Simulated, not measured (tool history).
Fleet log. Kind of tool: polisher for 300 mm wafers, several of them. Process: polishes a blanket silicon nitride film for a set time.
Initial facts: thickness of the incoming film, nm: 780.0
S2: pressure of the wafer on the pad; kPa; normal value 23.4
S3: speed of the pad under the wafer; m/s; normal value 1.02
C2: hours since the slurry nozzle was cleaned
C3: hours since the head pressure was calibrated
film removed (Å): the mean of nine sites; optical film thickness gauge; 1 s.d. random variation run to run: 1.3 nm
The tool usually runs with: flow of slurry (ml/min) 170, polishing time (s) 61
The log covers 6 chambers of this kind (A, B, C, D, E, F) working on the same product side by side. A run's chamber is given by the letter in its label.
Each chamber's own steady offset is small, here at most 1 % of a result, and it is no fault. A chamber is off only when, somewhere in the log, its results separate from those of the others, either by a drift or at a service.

Run 1E, day 0.425: usual settings; wafers polished on this pad 366; C2 169.7; C3 191.5. Result: film removed (Å) 991.43.
At day 0.608: chamber A: worn pad replaced by a new one.
Run 2B, day 0.804: usual settings; wafers polished on this pad 675; C2 346.0; C3 267.5. Result: film removed (Å) 997.03.
Run 3F, day 1.362: usual settings; wafers polished on this pad 916; C2 213.2; C3 644.1. Result: film removed (Å) 1000.10.
Run 4A, day 1.988: usual settings; wafers polished on this pad 254; C2 314.2; C3 60.1. Result: film removed (Å) 1013.30.
At day 2.067: chamber B: slurry nozzle cleaned.
Run 5D, day 2.454: usual settings; wafers polished on this pad 589; C2 493.1; C3 660.4. Result: film removed (Å) 1020.90.
At day 2.567: chamber C: worn pad replaced by a new one.
Run 6C, day 3.067: usual settings; wafers polished on this pad 92; C2 390.1; C3 724.6. Result: film removed (Å) 1000.60.
At day 3.212: chamber F: worn pad replaced by a new one.
At day 3.242: chamber B: worn pad replaced by a new one.
Run 7A, day 3.575: usual settings; wafers polished on this pad 546; C2 352.3; C3 98.2. Result: film removed (Å) 1004.10.
At day 3.629: chamber D: worn pad replaced by a new one.
Run 8E, day 4.217: usual settings; wafers polished on this pad 1064; C2 260.7; C3 282.5. Result: film removed (Å) 991.22.
At day 4.438: chamber C: head pressure recalibrated.
At day 4.446: chamber E: worn pad replaced by a new one.
Run 9C, day 4.562: usual settings; wafers polished on this pad 367; C2 426.0; C3 3.0. Result: film removed (Å) 988.93.
At day 4.838: chamber A: worn pad replaced by a new one.
Run 10F, day 5.008: usual settings; wafers polished on this pad 330; C2 300.7; C3 731.6. Result: film removed (Å) 992.08.
Run 11B, day 5.338: usual settings; wafers polished on this pad 385; C2 78.5; C3 376.3. Result: film removed (Å) 1006.50.
Run 12D, day 6.012: usual settings; wafers polished on this pad 439; C2 578.5; C3 745.8. Result: film removed (Å) 1031.10.
At day 6.421: chamber F: head pressure recalibrated.
Run 13B, day 6.458: usual settings; wafers polished on this pad 592; C2 105.4; C3 403.2. Result: film removed (Å) 993.21.
Run 14A, day 7.125: usual settings; wafers polished on this pad 421; C2 437.5; C3 183.4. Result: film removed (Å) 991.70.
Run 15D, day 7.679: usual settings; wafers polished on this pad 745; C2 618.5; C3 785.8. Result: film removed (Å) 993.42.
Run 16C, day 8.079: usual settings but flow of slurry (ml/min) 200, S2 17.2 kPa; wafers polished on this pad 1014; C2 510.4; C3 87.4. Result: film removed (Å) 742.56.
At day 8.317: chamber D: head pressure recalibrated.
Run 17E, day 8.633: usual settings but flow of slurry (ml/min) 200, S2 17.2 kPa; wafers polished on this pad 771; C2 366.7; C3 388.5. Result: film removed (Å) 757.32.
At day 8.921: chamber B: worn pad replaced by a new one.
At day 8.967: chamber A: worn pad replaced by a new one.
At day 9.125: chamber D: worn pad replaced by a new one.
Run 18F, day 9.150: usual settings but flow of slurry (ml/min) 200, S2 17.2 kPa; wafers polished on this pad 1092; C2 400.1; C3 65.5. Result: film removed (Å) 678.59.
At day 9.262: chamber E: worn pad replaced by a new one.
Run 19A, day 9.612: usual settings but flow of slurry (ml/min) 200, S2 17.2 kPa; wafers polished on this pad 119; C2 497.2; C3 243.1. Result: film removed (Å) 757.96.
Run 20E, day 10.058: usual settings but flow of slurry (ml/min) 200, S2 17.2 kPa; wafers polished on this pad 147; C2 400.9; C3 422.7. Result: film removed (Å) 755.27.
At day 10.067: chamber C: worn pad replaced by a new one.
Run 21B, day 10.367: usual settings but flow of slurry (ml/min) 200, S2 17.2 kPa; wafers polished on this pad 266; C2 199.2; C3 497.0. Result: film removed (Å) 746.61.
Run 22C, day 10.975: usual settings but flow of slurry (ml/min) 205, S2 26.9 kPa; wafers polished on this pad 167; C2 579.9; C3 156.9. Result: film removed (Å) 1165.10.
At day 11.058: chamber F: worn pad replaced by a new one.
At day 11.058: chamber C: slurry nozzle cleaned.
Run 23F, day 11.488: usual settings but flow of slurry (ml/min) 205, S2 26.9 kPa; wafers polished on this pad 79; C2 456.2; C3 121.6. Result: film removed (Å) 1071.80.
Run 24D, day 12.079: usual settings but flow of slurry (ml/min) 205, S2 26.9 kPa; wafers polished on this pad 544; C2 724.1; C3 90.3. Result: film removed (Å) 1160.80.
Run 25B, day 12.496: usual settings but flow of slurry (ml/min) 205, S2 26.9 kPa; wafers polished on this pad 658; C2 250.3; C3 548.1. Result: film removed (Å) 1195.60.
Run 26A, day 12.892: usual settings but flow of slurry (ml/min) 205, S2 26.9 kPa; wafers polished on this pad 722; C2 575.9; C3 321.8. Result: film removed (Å) 1166.20.
Run 27E, day 13.242: usual settings but flow of slurry (ml/min) 205, S2 26.9 kPa; wafers polished on this pad 733; C2 477.3; C3 499.1. Result: film removed (Å) 1173.90.
At day 13.708: chamber A: worn pad replaced by a new one.
At day 13.725: chamber E: slurry nozzle cleaned.
Run 28D, day 13.912: usual settings; wafers polished on this pad 881; C2 768.1; C3 134.3. Result: film removed (Å) 992.56.
At day 13.962: chamber D: worn pad replaced by a new one.
At day 14.346: chamber E: worn pad replaced by a new one.
Run 29C, day 14.367: usual settings; wafers polished on this pad 792; C2 79.5; C3 238.3. Result: film removed (Å) 983.53.
Run 30F, day 14.679: usual settings; wafers polished on this pad 667; C2 532.8; C3 198.2. Result: film removed (Å) 921.81.
At day 14.688: chamber B: worn pad replaced by a new one.
Run 31B, day 15.350: usual settings; wafers polished on this pad 122; C2 318.8; C3 616.6. Result: film removed (Å) 1008.00.
Run 32A, day 15.875: usual settings; wafers polished on this pad 398; C2 647.5; C3 393.4. Result: film removed (Å) 984.52.
At day 16.204: chamber F: slurry nozzle cleaned.
Run 33C, day 16.292: usual settings; wafers polished on this pad 1146; C2 125.7; C3 284.5. Result: film removed (Å) 999.39.
At day 16.554: chamber B: slurry nozzle cleaned.
Run 34E, day 16.792: usual settings; wafers polished on this pad 450; C2 73.6; C3 584.3. Result: film removed (Å) 1005.80.
Run 35D, day 17.225: usual settings; wafers polished on this pad 600; C2 847.6; C3 213.8. Result: film removed (Å) 1011.90.
Run 36F, day 17.717: usual settings; wafers polished on this pad 1226; C2 36.4; C3 271.1. Result: film removed (Å) 909.23.
Run 37F, day 18.200: usual settings; wafers polished on this pad 1315; C2 48.0; C3 282.7. Result: film removed (Å) 895.18.
At day 18.429: chamber D: slurry nozzle cleaned.
Run 38B, day 18.654: usual settings but flow of slurry (ml/min) 220, S3 0.74 m/s; wafers polished on this pad 730; C2 50.5; C3 695.9. Result: film removed (Å) 804.38.
At day 18.825: chamber D: worn pad replaced by a new one.
At day 19.000: chamber C: worn pad replaced by a new one.
Run 39E, day 19.167: usual settings but flow of slurry (ml/min) 220, S3 0.74 m/s; wafers polished on this pad 888; C2 130.6; C3 641.3. Result: film removed (Å) 813.63.
Run 40D, day 19.754: usual settings but flow of slurry (ml/min) 220, S3 0.74 m/s; wafers polished on this pad 171; C2 31.9; C3 274.5. Result: film removed (Å) 813.88.
Run 41C, day 20.396: usual settings but flow of slurry (ml/min) 220, S3 0.74 m/s; wafers polished on this pad 257; C2 224.2; C3 383.0. Result: film removed (Å) 794.85.

Predict what each chamber gives when all 6 of them run the settings below next.
Run 42A, day 20.888: usual settings but S3 0.90 m/s. Result: film removed (Å) ?.
Run 42B, day 20.888: usual settings but S3 0.90 m/s. Result: film removed (Å) ?.
Run 42C, day 20.888: usual settings but S3 0.90 m/s. Result: film removed (Å) ?.
Run 42D, day 20.888: usual settings but S3 0.90 m/s. Result: film removed (Å) ?.
Run 42E, day 20.888: usual settings but S3 0.90 m/s. Result: film removed (Å) ?.
Run 42F, day 20.888: usual settings but S3 0.90 m/s. Result: film removed (Å) ?.

run  film removed (Å)
42A            883.01
42B            906.44
42C            882.74
42D            902.83
42E            906.24
42F            803.42
